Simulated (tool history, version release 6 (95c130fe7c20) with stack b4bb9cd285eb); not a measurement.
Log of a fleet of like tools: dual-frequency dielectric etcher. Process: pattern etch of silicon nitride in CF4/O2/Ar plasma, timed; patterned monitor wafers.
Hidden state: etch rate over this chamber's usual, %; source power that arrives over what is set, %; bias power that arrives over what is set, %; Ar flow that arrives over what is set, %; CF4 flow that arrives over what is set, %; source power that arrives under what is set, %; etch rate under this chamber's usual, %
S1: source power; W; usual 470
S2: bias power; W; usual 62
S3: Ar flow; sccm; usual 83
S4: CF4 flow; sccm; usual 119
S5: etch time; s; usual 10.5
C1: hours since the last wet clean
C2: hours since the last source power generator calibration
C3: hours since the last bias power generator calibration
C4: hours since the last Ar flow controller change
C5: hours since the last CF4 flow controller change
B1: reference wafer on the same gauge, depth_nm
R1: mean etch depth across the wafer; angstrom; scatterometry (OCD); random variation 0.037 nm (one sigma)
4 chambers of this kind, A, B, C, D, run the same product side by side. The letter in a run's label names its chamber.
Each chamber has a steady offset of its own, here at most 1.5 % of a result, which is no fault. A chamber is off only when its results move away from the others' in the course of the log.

| run | day | S1 | S2 | S3 | S4 | S5 | C1 | C2 | C3 | C4 | C5 | B1 | R1 |
|---|---|---|---|---|---|---|---|---|---|---|---|---|---|
| 1B | 0.571 | 470 | 62 | 83 | 119 | 10.5 | 332.1 | 1258 | 1378.8 | 1610 | 3874.4 | 19.109 | 212.56 |
| 2C | 1.154 | 470 | 62 | 83 | 119 | 10.5 | 39.1 | 2719.7 | 4137.1 | 1256.5 | 542.1 | 19.106 | 209.46 |
| 3D | 1.6 | 470 | 62 | 83 | 119 | 10.5 | 113.4 | 3018.2 | 1689 | 3010.2 | 3215.3 | 19.106 | 213.25 |
| 4A | 2.075 | 470 | 62 | 83 | 119 | 10.5 | 380.3 | 449.8 | 3400.2 | 644.7 | 840.2 | 19.11 | 214.02 |
|  | 2.375 | chamber B: source power generator calibrated |
| 5B | 2.625 | 470 | 62 | 83 | 119 | 12.5 | 381.4 | 6 | 1428.1 | 1659.3 | 3923.7 | 19.128 | 254.21 |
| 6D | 3.217 | 470 | 62 | 83 | 119 | 12.5 | 152.2 | 3057 | 1727.8 | 3049 | 3254.1 | 19.108 | 253.85 |
| 7A | 3.608 | 470 | 62 | 83 | 119 | 12.5 | 417.1 | 486.6 | 3437 | 681.5 | 877 | 19.136 | 254.45 |
|  | 3.742 | chamber A: wet clean of the chamber |
| 8C | 4.096 | 470 | 62 | 83 | 119 | 12.5 | 109.7 | 2790.3 | 4207.7 | 1327.1 | 612.7 | 19.136 | 250.89 |
| 9C | 4.533 | 470 | 62 | 83 | 119 | 10.5 | 120.2 | 2800.8 | 4218.2 | 1337.6 | 623.2 | 19.133 | 210.42 |
| 10D | 5 | 470 | 62 | 83 | 119 | 10.5 | 195 | 3099.8 | 1770.6 | 3091.8 | 3296.9 | 19.14 | 213.52 |
| 11B | 5.546 | 470 | 62 | 83 | 119 | 10.5 | 451.5 | 76.1 | 1498.2 | 1729.4 | 3993.8 | 19.144 | 213.74 |
| 12A | 5.983 | 470 | 62 | 83 | 119 | 10.5 | 53.8 | 543.6 | 3494 | 738.5 | 934 | 19.147 | 214.26 |
| 13C | 6.35 | 470 | 62 | 83 | 119 | 10.5 | 163.8 | 2844.4 | 4261.8 | 1381.2 | 666.8 | 19.144 | 210.58 |
| 14A | 6.854 | 470 | 62 | 83 | 119 | 10.5 | 74.7 | 564.5 | 3514.9 | 759.4 | 954.9 | 19.147 | 214.25 |
| 15B | 7.167 | 470 | 62 | 83 | 119 | 10.5 | 490.4 | 115 | 1537.1 | 1768.3 | 4032.7 | 19.147 | 214.61 |
| 16D | 7.562 | 470 | 62 | 83 | 119 | 10.5 | 256.5 | 3161.3 | 1832.1 | 3153.3 | 3358.4 | 19.141 | 213.87 |
| 17A | 8.158 | 470 | 62 | 83 | 119 | 10.5 | 106 | 595.8 | 3546.2 | 790.7 | 986.2 | 19.157 | 214.78 |
| 18B | 8.583 | 470 | 62 | 83 | 119 | 10.5 | 524.4 | 149 | 1571.1 | 1802.3 | 4066.7 | 19.159 | 214.58 |
| 19D | 9.125 | 470 | 62 | 83 | 119 | 10.5 | 294 | 3198.8 | 1869.6 | 3190.8 | 3395.9 | 19.159 | 213.68 |
| 20C | 9.458 | 470 | 62 | 83 | 119 | 10.5 | 238.4 | 2919 | 4336.4 | 1455.8 | 741.4 | 19.168 | 210.71 |
| 21B | 9.975 | 470 | 62 | 83 | 119 | 10.5 | 557.8 | 182.4 | 1604.5 | 1835.7 | 4100.1 | 19.164 | 213.07 |
| 22A | 10.275 | 470 | 62 | 83 | 119 | 10.5 | 156.8 | 646.6 | 3597 | 841.5 | 1037 | 19.175 | 214.71 |
|  | 10.35 | chamber B: wet clean of the chamber |
| 23D | 10.683 | 470 | 62 | 83 | 119 | 10.5 | 331.4 | 3236.2 | 1907 | 3228.2 | 3433.3 | 19.174 | 214.09 |
| 24C | 11.279 | 470 | 62 | 83 | 119 | 10.5 | 282.1 | 2962.7 | 4380.1 | 1499.5 | 785.1 | 19.175 | 210.94 |
| 25B | 11.721 | 470 | 62 | 83 | 119 | 10.5 | 32.9 | 224.3 | 1646.4 | 1877.6 | 4142 | 19.187 | 213.34 |
| 26D | 11.988 | 470 | 62 | 83 | 119 | 10.5 | 362.7 | 3267.5 | 1938.3 | 3259.5 | 3464.6 | 19.179 | 214.14 |
| 27A | 12.575 | 470 | 62 | 83 | 119 | 10.5 | 212 | 701.8 | 3652.2 | 896.7 | 1092.2 | 19.195 | 214.96 |
|  | 12.612 | chamber D: Ar flow controller replaced |
|  | 12.929 | chamber B: CF4 flow controller replaced |
| 28C | 13.021 | 470 | 62 | 83 | 119 | 10.5 | 323.9 | 3004.5 | 4421.9 | 1541.3 | 826.9 | 19.182 | 211.02 |
| 29B | 13.3 | 470 | 62 | 83 | 119 | 10.5 | 70.8 | 262.2 | 1684.3 | 1915.5 | 9 | 19.197 | 214.44 |
| 30C | 13.646 | 470 | 62 | 83 | 119 | 10.5 | 338.9 | 3019.5 | 4436.9 | 1556.3 | 841.9 | 19.196 | 211.06 |
|  | 13.683 | chamber D: wet clean of the chamber |
| 31A | 14.192 | 470 | 62 | 83 | 119 | 10.5 | 250.8 | 740.6 | 3691 | 935.5 | 1131 | 19.196 | 215.13 |
| 32D | 14.688 | 470 | 53 | 83 | 119 | 10.5 | 24.2 | 3332.3 | 2003.1 | 49.9 | 3529.4 | 19.2 | 202.62 |
| 33A | 15.15 | 470 | 53 | 83 | 119 | 10.5 | 273.8 | 763.6 | 3714 | 958.5 | 1154 | 19.205 | 203.4 |
| 34C | 15.721 | 470 | 53 | 83 | 119 | 10.5 | 388.7 | 3069.3 | 4486.7 | 1606.1 | 891.7 | 19.202 | 198.98 |
|  | 15.821 | chamber C: wet clean of the chamber |
|  | 16.038 | chamber C: bias power generator calibrated |
| 35D | 16.125 | 470 | 53 | 83 | 119 | 10.5 | 58.7 | 3366.8 | 2037.6 | 84.4 | 3563.9 | 19.204 | 202.8 |
| 36B | 16.45 | 470 | 62 | 83 | 119 | 10.5 | 146.4 | 337.8 | 1759.9 | 1991.1 | 84.6 | 19.214 | 213.93 |
| 37C | 16.8 | 470 | 62 | 83 | 119 | 10.5 | 23.6 | 3095.2 | 18.3 | 1632 | 917.6 | 19.212 | 211.21 |
| 38A | 17.196 | 470 | 62 | 83 | 137 | 13 | 322.9 | 812.7 | 3763.1 | 1007.6 | 1203.1 | 19.221 | 270.79 |
| 39D | 17.717 | 470 | 62 | 83 | 137 | 13 | 96.9 | 3405 | 2075.8 | 122.6 | 3602.1 | 19.222 | 269.4 |
| 40B | 18.317 | 470 | 62 | 83 | 137 | 13 | 191.2 | 382.6 | 1804.7 | 2035.9 | 129.4 | 19.215 | 268.59 |
| 41D | 18.85 | 470 | 62 | 83 | 137 | 13 | 124.1 | 3432.2 | 2103 | 149.8 | 3629.3 | 19.235 | 270.03 |
| 42C | 19.175 | 470 | 62 | 83 | 119 | 10.5 | 80.6 | 3152.2 | 75.3 | 1689 | 974.6 | 19.221 | 211.66 |

What goes on in this fleet: one chamber off, a drifting gauge, or nothing beyond the chambers' own small offsets? Name the chamber and the cause, if any.

The gauge drifts, so all chambers seem to drift together. No chamber is off.
Cause: gauge reads high (%) = 0.702.

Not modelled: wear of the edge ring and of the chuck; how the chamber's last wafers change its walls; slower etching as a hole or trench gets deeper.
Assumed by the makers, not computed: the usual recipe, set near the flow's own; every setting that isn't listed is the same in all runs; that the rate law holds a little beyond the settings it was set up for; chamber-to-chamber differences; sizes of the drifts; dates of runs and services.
